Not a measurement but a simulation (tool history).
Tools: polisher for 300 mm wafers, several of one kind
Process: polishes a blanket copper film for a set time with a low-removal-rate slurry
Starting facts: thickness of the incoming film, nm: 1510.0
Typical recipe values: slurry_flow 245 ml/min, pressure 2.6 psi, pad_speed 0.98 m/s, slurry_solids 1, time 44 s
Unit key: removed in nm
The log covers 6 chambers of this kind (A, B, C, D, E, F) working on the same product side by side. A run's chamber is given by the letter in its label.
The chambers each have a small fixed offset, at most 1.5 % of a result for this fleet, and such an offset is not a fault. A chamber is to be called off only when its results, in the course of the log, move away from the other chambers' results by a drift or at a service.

At day 0.004: chamber D: worn pad replaced by a new one.
At day 0.046: chamber C: slurry nozzle cleaned.
Run 1C, day 0.425: usual settings. Result: removed 99.271 nm.
At day 0.492: chamber A: slurry nozzle cleaned.
Run 2E, day 0.879: usual settings. Result: removed 98.858 nm.
Run 3F, day 1.267: usual settings. Result: removed 97.455 nm.
At day 1.500: chamber E: slurry blender recalibrated.
Run 4B, day 1.767: usual settings. Result: removed 97.484 nm.
At day 2.138: chamber F: worn pad replaced by a new one.
At day 2.183: chamber B: worn pad replaced by a new one.
Run 5A, day 2.321: usual settings. Result: removed 99.572 nm.
At day 2.350: chamber B: slurry blender recalibrated.
At day 2.383: chamber A: slurry blender recalibrated.
Run 6D, day 2.633: usual settings. Result: removed 97.573 nm.
At day 2.750: chamber E: worn pad replaced by a new one.
At day 2.950: chamber C: worn pad replaced by a new one.
Run 7F, day 3.096: usual settings. Result: removed 98.205 nm.
Run 8D, day 3.388: usual settings. Result: removed 99.801 nm.
At day 3.488: chamber D: worn pad replaced by a new one.
Run 9C, day 3.933: usual settings. Result: removed 98.966 nm.
At day 3.946: chamber A: worn pad replaced by a new one.
Run 10E, day 4.433: usual settings. Result: removed 99.428 nm.
Run 11B, day 4.904: usual settings. Result: removed 97.474 nm.
Run 12A, day 5.204: usual settings. Result: removed 98.379 nm.
Run 13B, day 5.771: usual settings. Result: removed 98.068 nm.
At day 5.983: chamber F: worn pad replaced by a new one.
At day 6.000: chamber D: head pressure recalibrated.
At day 6.008: chamber B: worn pad replaced by a new one.
At day 6.346: chamber C: worn pad replaced by a new one.
Run 14C, day 6.375: usual settings but pad_speed 0.66 m/s. Result: removed 66.767 nm.
At day 6.408: chamber B: slurry blender recalibrated.
At day 6.579: chamber E: slurry blender recalibrated.
Run 15D, day 6.925: usual settings but pad_speed 0.66 m/s. Result: removed 66.314 nm.
At day 6.975: chamber E: worn pad replaced by a new one.
At day 7.233: chamber D: worn pad replaced by a new one.
At day 7.342: chamber A: worn pad replaced by a new one.
Run 16E, day 7.446: usual settings but pad_speed 0.66 m/s. Result: removed 66.573 nm.
At day 7.742: chamber F: slurry blender recalibrated.
Run 17A, day 8.008: usual settings but pad_speed 0.66 m/s. Result: removed 65.819 nm.
At day 8.146: chamber F: slurry nozzle cleaned.
Run 18F, day 8.317: usual settings but pad_speed 0.66 m/s. Result: removed 66.346 nm.
At day 8.479: chamber D: slurry nozzle cleaned.
Run 19C, day 8.862: usual settings but pad_speed 0.66 m/s. Result: removed 67.040 nm.
At day 9.058: chamber C: slurry blender recalibrated.
Run 20B, day 9.429: usual settings. Result: removed 97.599 nm.
Run 21E, day 9.762: usual settings. Result: removed 98.713 nm.
At day 10.088: chamber B: worn pad replaced by a new one.
Run 22A, day 10.246: usual settings but pad_speed 1.20 m/s. Result: removed 120.980 nm.
At day 10.250: chamber F: worn pad replaced by a new one.
At day 10.492: chamber C: worn pad replaced by a new one.
At day 10.567: chamber D: worn pad replaced by a new one.
At day 10.729: chamber A: worn pad replaced by a new one.
Run 23D, day 10.750: usual settings but pad_speed 1.20 m/s. Result: removed 121.190 nm.
At day 10.862: chamber E: worn pad replaced by a new one.
At day 10.867: chamber C: head pressure recalibrated.
At day 10.979: chamber A: head pressure recalibrated.
At day 11.254: chamber D: slurry blender recalibrated.
Run 24F, day 11.296: usual settings but pad_speed 1.20 m/s. Result: removed 120.390 nm.
At day 11.492: chamber B: slurry blender recalibrated.
Run 25A, day 11.767: usual settings but pad_speed 1.20 m/s. Result: removed 112.640 nm.
At day 11.958: chamber B: slurry nozzle cleaned.
Run 26D, day 12.058: usual settings but pad_speed 1.20 m/s. Result: removed 120.030 nm.
At day 12.129: chamber E: slurry blender recalibrated.
Run 27B, day 12.625: usual settings but pad_speed 1.20 m/s. Result: removed 121.690 nm.
Run 28F, day 12.900: usual settings. Result: removed 98.389 nm.
At day 13.133: chamber E: slurry nozzle cleaned.
Run 29E, day 13.371: usual settings. Result: removed 98.626 nm.
At day 13.425: chamber B: worn pad replaced by a new one.
Run 30C, day 13.758: usual settings. Result: removed 99.564 nm.
At day 14.142: chamber F: worn pad replaced by a new one.
At day 14.150: chamber D: worn pad replaced by a new one.
Run 31A, day 14.304: usual settings. Result: removed 91.434 nm.
At day 14.392: chamber A: worn pad replaced by a new one.
At day 14.450: chamber B: head pressure recalibrated.
At day 14.617: chamber C: worn pad replaced by a new one.
At day 14.721: chamber F: slurry blender recalibrated.
Run 32E, day 14.892: usual settings. Result: removed 100.060 nm.
At day 15.179: chamber E: worn pad replaced by a new one.
Run 33C, day 15.183: usual settings but slurry_flow 170 ml/min. Result: removed 93.162 nm.
Run 34B, day 15.675: usual settings but slurry_flow 170 ml/min. Result: removed 93.907 nm.
At day 15.796: chamber C: slurry nozzle cleaned.
Run 35F, day 16.050: usual settings but slurry_flow 170 ml/min. Result: removed 93.855 nm.
At day 16.179: chamber B: slurry blender recalibrated.
Run 36D, day 16.442: usual settings but slurry_flow 170 ml/min. Result: removed 93.280 nm.
At day 16.838: chamber A: slurry blender recalibrated.
Run 37E, day 16.838: usual settings but slurry_flow 170 ml/min. Result: removed 93.975 nm.
At day 17.104: chamber B: worn pad replaced by a new one.
Run 38D, day 17.404: usual settings but slurry_flow 170 ml/min. Result: removed 93.491 nm.
Run 39C, day 17.971: usual settings. Result: removed 98.980 nm.
At day 18.121: chamber F: worn pad replaced by a new one.
Run 40F, day 18.512: usual settings. Result: removed 100.320 nm.
At day 18.683: chamber A: worn pad replaced by a new one.
Run 41B, day 19.079: usual settings. Result: removed 97.997 nm.
Run 42A, day 19.546: usual settings. Result: removed 91.199 nm.

Decide between three cases: one chamber stands off from its peers, the gauge reading all wafers drifts, or nothing is wrong past each chamber's small offset. Where a chamber is off, say which and what most likely put it there.

Chamber A came out of a service off from its peers and stayed that way.
Likeliest cause: head's pressure below its setpoint, % = 7.5.

Here are 4 candidates for chamber A's next run, each the usual settings with a change, their results left as question marks. Which one brings its results back in line with what the others give on the usual settings?
Allowed miss from the other chambers' usual-settings mean, per result, to count as in line: removed 2.100 nm
Run 43A-1, day 19.983: usual settings but time 43 s. Result: removed ?.
Run 43A-2, day 19.983: usual settings but pressure 2.8 psi. Result: removed ?.
Run 43A-3, day 19.983: usual settings but time 41 s. Result: removed ?.
Run 43A-4, day 19.983: usual settings but slurry_solids 1.15. Result: removed ?.

The mean the other chambers reach with the usual settings: removed 98.621 nm
  run  removed
43A-1   89.700
43A-2   98.893
43A-3   85.528
43A-4   94.575
The answer is 43A-2, which returns the chamber to within the allowed miss of the others.

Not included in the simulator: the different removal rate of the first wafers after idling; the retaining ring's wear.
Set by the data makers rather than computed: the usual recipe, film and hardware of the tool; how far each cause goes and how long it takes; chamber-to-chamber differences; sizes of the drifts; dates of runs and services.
